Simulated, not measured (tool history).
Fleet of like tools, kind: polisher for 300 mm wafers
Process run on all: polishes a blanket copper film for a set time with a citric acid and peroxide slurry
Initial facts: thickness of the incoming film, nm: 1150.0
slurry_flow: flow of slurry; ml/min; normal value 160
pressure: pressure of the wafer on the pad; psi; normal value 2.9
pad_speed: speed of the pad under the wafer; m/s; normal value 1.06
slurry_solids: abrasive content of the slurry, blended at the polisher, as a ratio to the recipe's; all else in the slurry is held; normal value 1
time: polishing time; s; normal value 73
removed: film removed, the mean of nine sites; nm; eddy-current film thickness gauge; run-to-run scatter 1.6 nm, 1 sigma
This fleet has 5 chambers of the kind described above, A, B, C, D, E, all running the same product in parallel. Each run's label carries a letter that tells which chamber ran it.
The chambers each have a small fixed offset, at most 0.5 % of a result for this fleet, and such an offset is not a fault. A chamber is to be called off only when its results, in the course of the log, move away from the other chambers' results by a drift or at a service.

run   hour  slurry_flow  pressure  pad_speed  slurry_solids  time  removed
       1.9  -- chamber D: worn pad replaced by a new one
 1A   10.4          160       2.9       1.06              1    73   176.26
        12  -- chamber A: slurry blender recalibrated
 2D     21          160       2.9       1.06              1    73   180.31
 3B   28.4          160       2.9       1.06              1    73   178.62
 4E     37          160       2.9       1.06              1    73   181.33
      41.8  -- chamber E: worn pad replaced by a new one
 5C   47.6          160       2.9       1.06              1    73   181.92
 6D   59.2          160       2.9       1.06              1    73   177.74
      61.8  -- chamber A: slurry nozzle cleaned
 7B   74.4          160       2.9       1.06              1    73   181.27
      83.5  -- chamber C: slurry nozzle cleaned
      84.8  -- chamber B: slurry blender recalibrated
 8C   89.9          160       2.9       1.06              1    73   180.54
      94.9  -- chamber B: worn pad replaced by a new one
 9E   97.3          160       2.9       1.06              1    73   182.04
      98.4  -- chamber A: worn pad replaced by a new one
       106  -- chamber C: worn pad replaced by a new one
10A  107.1          160       2.9       1.06              1    73    180.7
11D  115.1          160       2.9       1.06              1    73   178.03
12A    130          160       2.9       1.06              1    73   178.96
13E  144.7          160       2.9       1.06              1    73   180.39
14C  153.9          160       2.9       1.06              1    73   180.77
15B  161.1          160       2.9       1.06              1    73   180.23
     165.7  -- chamber E: worn pad replaced by a new one
     170.1  -- chamber D: worn pad replaced by a new one
16C  174.2          160       2.9       1.06              1    73   180.34
17B    188          160       2.9       1.06              1    73   178.59
     188.9  -- chamber B: worn pad replaced by a new one
     196.8  -- chamber B: slurry blender recalibrated
18A  198.5          160       2.9       1.06              1    73   179.13
     200.7  -- chamber E: slurry blender recalibrated
     213.5  -- chamber A: worn pad replaced by a new one
19D  213.6          160       2.9       1.06              1    73   178.61
       214  -- chamber B: head pressure recalibrated
     218.3  -- chamber B: slurry nozzle cleaned
20E  225.6          160       2.9       1.06              1    73   180.88
21E    235          160       2.9       1.06              1    73   179.73
     244.5  -- chamber C: head pressure recalibrated
     247.7  -- chamber D: slurry nozzle cleaned
22A  248.7          160       2.9       1.06              1    73   178.59
23D  260.3          160       2.9       1.06              1    73      175
     267.5  -- chamber C: slurry blender recalibrated
24C  272.2          160       2.9       1.06              1    73   182.77
25B  280.2          160       2.9       1.06              1    73   177.84
     281.9  -- chamber B: worn pad replaced by a new one
     290.8  -- chamber C: worn pad replaced by a new one
26E    294          160       2.9       1.18              1    73    199.2
     302.7  -- chamber D: worn pad replaced by a new one
27B  305.4          160       2.9       1.18              1    73   197.89
     307.5  -- chamber A: worn pad replaced by a new one
       308  -- chamber E: worn pad replaced by a new one
28A  314.3          160       2.9       1.18              1    73   199.66
     314.7  -- chamber B: slurry blender recalibrated
29C  327.9          160       2.9       1.18              1    73    199.7
30D  340.3          160       2.9       1.18              1    73   189.62
31B    351          160       2.9       1.06              1    73   177.08
32D  361.5          160       2.9       1.06              1    73   167.69
     372.6  -- chamber D: head pressure recalibrated
33E  374.1          160       2.9       1.06              1    73    180.4
     385.3  -- chamber B: worn pad replaced by a new one
34A  389.1          160       2.9       1.06              1    73    178.2
35C  402.6          160       2.9       1.06              1    73   181.53
     416.2  -- chamber B: slurry blender recalibrated
36B  417.8          160       2.9       1.06              1    73   180.66
37E  425.2          160       2.9       1.06              1    73   179.31
38C  436.6          160       2.9       1.06              1    73   181.36
39D  447.6          160       2.9       1.06              1    73   162.37

For the next run the whole fleet of 5 chambers uses the same settings. Give each chamber's results:
40A   459          160       2.9       1.06              1    73        ?
40B   459          160       2.9       1.06              1    73        ?
40C   459          160       2.9       1.06              1    73        ?
40D   459          160       2.9       1.06              1    73        ?
40E   459          160       2.9       1.06              1    73        ?

run  removed
40A   175.62
40B   178.98
40C   182.55
40D   166.79
40E   181.25

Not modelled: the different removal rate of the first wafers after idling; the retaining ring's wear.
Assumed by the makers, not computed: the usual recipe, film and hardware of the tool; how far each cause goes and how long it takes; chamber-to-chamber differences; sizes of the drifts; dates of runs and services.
